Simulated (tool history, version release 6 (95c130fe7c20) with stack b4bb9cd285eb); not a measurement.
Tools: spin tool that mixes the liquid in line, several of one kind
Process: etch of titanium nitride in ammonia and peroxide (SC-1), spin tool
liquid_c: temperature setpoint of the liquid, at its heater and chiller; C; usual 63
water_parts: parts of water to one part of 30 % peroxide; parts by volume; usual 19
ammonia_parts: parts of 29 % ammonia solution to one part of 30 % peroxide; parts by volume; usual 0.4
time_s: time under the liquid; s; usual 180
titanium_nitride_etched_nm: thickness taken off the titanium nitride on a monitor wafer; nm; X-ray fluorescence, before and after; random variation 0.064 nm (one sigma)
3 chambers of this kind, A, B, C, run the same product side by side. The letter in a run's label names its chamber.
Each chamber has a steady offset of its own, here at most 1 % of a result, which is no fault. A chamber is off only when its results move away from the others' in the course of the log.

| run | hour | liquid_c | water_parts | ammonia_parts | time_s | hours since the thermometer was replaced | hours since the ammonia flow meter was replaced | hours since the heated supply line was repaired | hours since the drum of ammonia solution was connected | read-back film thickness of the titanium nitride reference wafer, read on the same gauge (nm) | titanium_nitride_etched_nm |
|---|---|---|---|---|---|---|---|---|---|---|---|
| 1B | 7.7 | 63 | 19 | 0.4 | 180 | 962.3 | 767 | 652.5 | 928.2 | 80.013 | 9.8942 |
|  | 10.2 | chamber B: new drum of ammonia solution connected |
| 2A | 11.6 | 63 | 19 | 0.4 | 180 | 104 | 2342.7 | 1560.9 | 39.8 | 79.978 | 9.9766 |
| 3C | 15.6 | 63 | 19 | 0.4 | 180 | 1035.7 | 552.9 | 1142.8 | 576 | 79.975 | 9.9858 |
| 4C | 22.2 | 63 | 19 | 0.4 | 180 | 1042.3 | 559.5 | 1149.4 | 582.6 | 80.012 | 9.9092 |
| 5B | 26.1 | 63 | 14 | 0.25 | 180 | 980.7 | 785.4 | 670.9 | 15.9 | 80.002 | 10.715 |
| 6A | 34 | 63 | 14 | 0.25 | 180 | 126.4 | 2365.1 | 1583.3 | 62.2 | 80.032 | 10.654 |
| 7A | 38.7 | 63 | 14 | 0.25 | 180 | 131.1 | 2369.8 | 1588 | 66.9 | 79.975 | 10.545 |
| 8C | 44.9 | 63 | 19 | 0.4 | 180 | 1065 | 582.2 | 1172.1 | 605.3 | 80.022 | 9.9228 |
| 9B | 49.2 | 63 | 19 | 0.4 | 180 | 1003.8 | 808.5 | 694 | 39 | 79.997 | 9.7605 |
| 10A | 54.5 | 63 | 19 | 0.4 | 180 | 146.9 | 2385.6 | 1603.8 | 82.7 | 79.959 | 9.7808 |
| 11C | 61.6 | 63 | 19 | 0.4 | 180 | 1081.7 | 598.9 | 1188.8 | 622 | 80.07 | 9.8842 |
| 12B | 66.3 | 63 | 19 | 0.4 | 180 | 1020.9 | 825.6 | 711.1 | 56.1 | 79.988 | 9.8698 |
| 13A | 71.9 | 63 | 19 | 0.4 | 180 | 164.3 | 2403 | 1621.2 | 100.1 | 79.938 | 9.7647 |
| 14C | 78.4 | 63 | 19 | 0.5 | 180 | 1098.5 | 615.7 | 1205.6 | 638.8 | 79.977 | 10.112 |
| 15B | 82.1 | 63 | 19 | 0.5 | 180 | 1036.7 | 841.4 | 726.9 | 71.9 | 79.993 | 10.097 |
| 16B | 88.5 | 63 | 19 | 0.5 | 180 | 1043.1 | 847.8 | 733.3 | 78.3 | 79.983 | 10.358 |
| 17C | 95.2 | 63 | 19 | 0.4 | 180 | 1115.3 | 632.5 | 1222.4 | 655.6 | 79.992 | 9.6924 |
| 18A | 99.7 | 63 | 19 | 0.4 | 180 | 192.1 | 2430.8 | 1649 | 127.9 | 79.949 | 9.7858 |
| 19B | 108.1 | 63 | 19 | 0.4 | 180 | 1062.7 | 867.4 | 752.9 | 97.9 | 79.993 | 9.7825 |
| 20C | 114.6 | 63 | 19 | 0.4 | 100 | 1134.7 | 651.9 | 1241.8 | 675 | 80.026 | 5.3296 |
| 21A | 118.6 | 63 | 19 | 0.4 | 100 | 211 | 2449.7 | 1667.9 | 146.8 | 79.98 | 5.4199 |
| 22C | 124.7 | 63 | 19 | 0.4 | 100 | 1144.8 | 662 | 1251.9 | 685.1 | 80.019 | 5.2715 |
| 23A | 128.6 | 63 | 19 | 0.4 | 180 | 221 | 2459.7 | 1677.9 | 156.8 | 79.948 | 9.8659 |
| 24B | 137 | 63 | 14.5 | 0.6 | 180 | 1091.6 | 896.3 | 781.8 | 126.8 | 80.011 | 12.157 |
| 25A | 144.3 | 63 | 14.5 | 0.6 | 180 | 236.7 | 2475.4 | 1693.6 | 172.5 | 79.958 | 12.257 |

What goes on in this fleet: one chamber off, a drifting gauge, or nothing beyond the chambers' own small offsets? Name the chamber and the cause, if any.

Chamber C drifts away from the others.
Cause: temperature lost on the way to the wafer (K) = 0.994.
The log may not tell that from: liquid colder than its thermometer reads (K).

Here are 4 candidates for chamber C's next run, each the usual settings with a change, their results left as question marks. Which one brings its results back in line with what the others give on the usual settings?
In line means no further than this from the other chambers' mean on the usual settings: titanium_nitride_etched_nm 0.22 nm
| 26C-1 | 150.3 | 63 | 19.5 | 0.4 | 180 |  |  |  |  |  | ? |
| 26C-2 | 150.3 | 63 | 19 | 0.4 | 170 |  |  |  |  |  | ? |
| 26C-3 | 150.3 | 63 | 18.5 | 0.4 | 180 |  |  |  |  |  | ? |
| 26C-4 | 150.3 | 63.5 | 19 | 0.4 | 185 |  |  |  |  |  | ? |

The other chambers' mean on the usual settings: titanium_nitride_etched_nm 9.8224 nm
| run | titanium_nitride_etched_nm |
|---|---|
| 26C-1 | 9.1943 |
| 26C-2 | 8.8087 |
| 26C-3 | 9.4646 |
| 26C-4 | 9.8946 |
26C-4 brings the chamber back in line.
